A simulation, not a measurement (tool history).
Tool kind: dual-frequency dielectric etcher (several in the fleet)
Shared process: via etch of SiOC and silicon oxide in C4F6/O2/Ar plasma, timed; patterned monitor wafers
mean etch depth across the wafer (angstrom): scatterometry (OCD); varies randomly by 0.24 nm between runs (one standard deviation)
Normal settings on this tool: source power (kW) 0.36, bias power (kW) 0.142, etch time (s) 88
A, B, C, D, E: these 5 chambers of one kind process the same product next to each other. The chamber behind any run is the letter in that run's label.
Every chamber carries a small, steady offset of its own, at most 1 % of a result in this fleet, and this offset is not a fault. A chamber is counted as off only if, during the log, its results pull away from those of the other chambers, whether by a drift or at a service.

run	day	source power (kW)	bias power (kW)	etch time (s)	hours since the last wet clean	hours since the last source power generator calibration	hours since the last bias power generator calibration	read-back reference wafer on the same gauge, depth_nm	mean etch depth across the wafer (angstrom)
1A	0.467	0.36	0.142	88	399.9	723.4	522.8	79.201	889.69
2C	0.983	0.36	0.142	88	249.6	2177.1	1258.1	79.173	880.82
3D	1.433	0.36	0.142	88	226.7	2085.9	2860.9	79.178	879.22
4E	1.817	0.36	0.142	88	226.3	3270.9	784.1	79.186	878.89
5B	2.329	0.36	0.142	88	74.6	2576.9	3992.3	79.192	886.06
6B	2.567	0.36	0.142	88	80.3	2582.6	3998	79.227	884.26
7D	3.054	0.36	0.142	88	265.6	2124.8	2899.8	79.255	882.63
8E	3.354	0.36	0.142	88	263.2	3307.8	821	79.177	883.25
9A	3.617	0.36	0.142	100	475.5	799	598.4	79.21	1012.4
10C	4.067	0.36	0.142	100	323.6	2251.1	1332.1	79.195	1009.1
11B	4.404	0.36	0.142	100	124.4	2626.7	4042.1	79.131	1011.4
12D	4.938	0.36	0.142	100	310.8	2170	2945	79.209	1001.3
13E	5.262	0.36	0.142	100	309	3353.6	866.8	79.254	993.68
14C	5.517	0.36	0.142	88	358.4	2285.9	1366.9	79.203	883.47
15A	5.879	0.36	0.142	88	529.8	853.3	652.7	79.188	891.93
16D	6.262	0.36	0.142	88	342.6	2201.8	2976.8	79.195	880.19
17E	6.696	0.36	0.142	88	343.4	3388	901.2	79.257	878.13
# day 6.958: chamber D: wet clean of the chamber
18B	7.033	0.36	0.142	88	187.5	2689.8	4105.2	79.242	884.78
19A	7.404	0.36	0.142	88	566.4	889.9	689.3	79.209	889.35
# day 7.746: chamber C: wet clean of the chamber
20C	7.879	0.36	0.142	88	3.3	2342.6	1423.6	79.199	884.02
21E	8.329	0.36	0.142	88	382.6	3427.2	940.4	79.192	875.21
# day 8.433: chamber A: wet clean of the chamber
22B	8.638	0.36	0.142	88	226	2728.3	4143.7	79.248	880.44
23D	9.112	0.36	0.115	106	51.7	2270.2	3045.2	79.225	996.01
24A	9.642	0.36	0.115	106	29.1	943.6	743	79.185	1008.1
25C	10.1	0.36	0.115	106	56.6	2395.9	1476.9	79.237	995.36
26E	10.358	0.36	0.115	106	431.3	3475.9	989.1	79.202	978.78
27A	10.721	0.36	0.115	106	55	969.5	768.9	79.177	1007.7
28B	11.029	0.36	0.142	63.5	283.4	2785.7	4201.1	79.199	637.4
29D	11.442	0.36	0.142	63.5	107.6	2326.1	3101.1	79.218	636.76
30C	11.696	0.36	0.142	63.5	94.9	2434.2	1515.2	79.165	639.11
31D	11.929	0.36	0.142	63.5	119.3	2337.8	3112.8	79.178	634.69
# day 12.242: chamber D: bias power generator calibrated
32B	12.246	0.36	0.142	63.5	312.6	2814.9	4230.3	79.222	637.03
33E	12.771	0.36	0.142	88	489.2	3533.8	1047	79.199	861.54
34C	13.175	0.36	0.142	88	130.4	2469.7	1550.7	79.168	882.13
35A	13.488	0.36	0.142	88	121.4	1035.9	835.3	79.214	891.08
36E	13.846	0.36	0.142	88	515	3559.6	1072.8	79.23	857.17
37A	14.312	0.36	0.167	70	141.2	1055.7	855.1	79.232	742.01
38B	14.671	0.36	0.167	70	370.8	2873.1	4288.5	79.194	736.14
39D	14.929	0.36	0.167	70	191.3	2409.8	64.5	79.235	737.66
40C	15.312	0.36	0.167	70	181.7	2521	1602	79.199	738.3
41E	15.679	0.36	0.167	70	559	3603.6	1116.8	79.135	713.31
42A	16.217	0.31	0.125	88	186.9	1101.4	900.8	79.204	805.92

Which is it: a chamber that has drifted or been left off by a service, a gauge drift common to all chambers, or only each chamber's usual small offset? If a chamber is off, name it and its likeliest cause.

Little by little, chamber E moves away from the other chambers.
What lies behind it: etch rate under this chamber's usual, % = 3.23.

Below are 4 candidate recipes for chamber E's next run, each the usual settings with a change, their results shown as question marks. Which of them brings E's results back in line with what the other chambers give on the usual settings?
Allowed miss from the other chambers' usual-settings mean, per result, to count as in line: mean etch depth across the wafer (angstrom) 8.4
43E-1	16.6	0.36	0.124	88					?
43E-2	16.6	0.36	0.142	90					?
43E-3	16.6	0.36	0.143	91.5					?
43E-4	16.6	0.36	0.141	86.5					?

The other chambers' mean on the usual settings: mean etch depth across the wafer (angstrom) 885.43
run	mean etch depth across the wafer (angstrom)
43E-1	816.43
43E-2	870.61
43E-3	887.06
43E-4	834.9
With 43E-3, the chamber falls back in line with the rest.
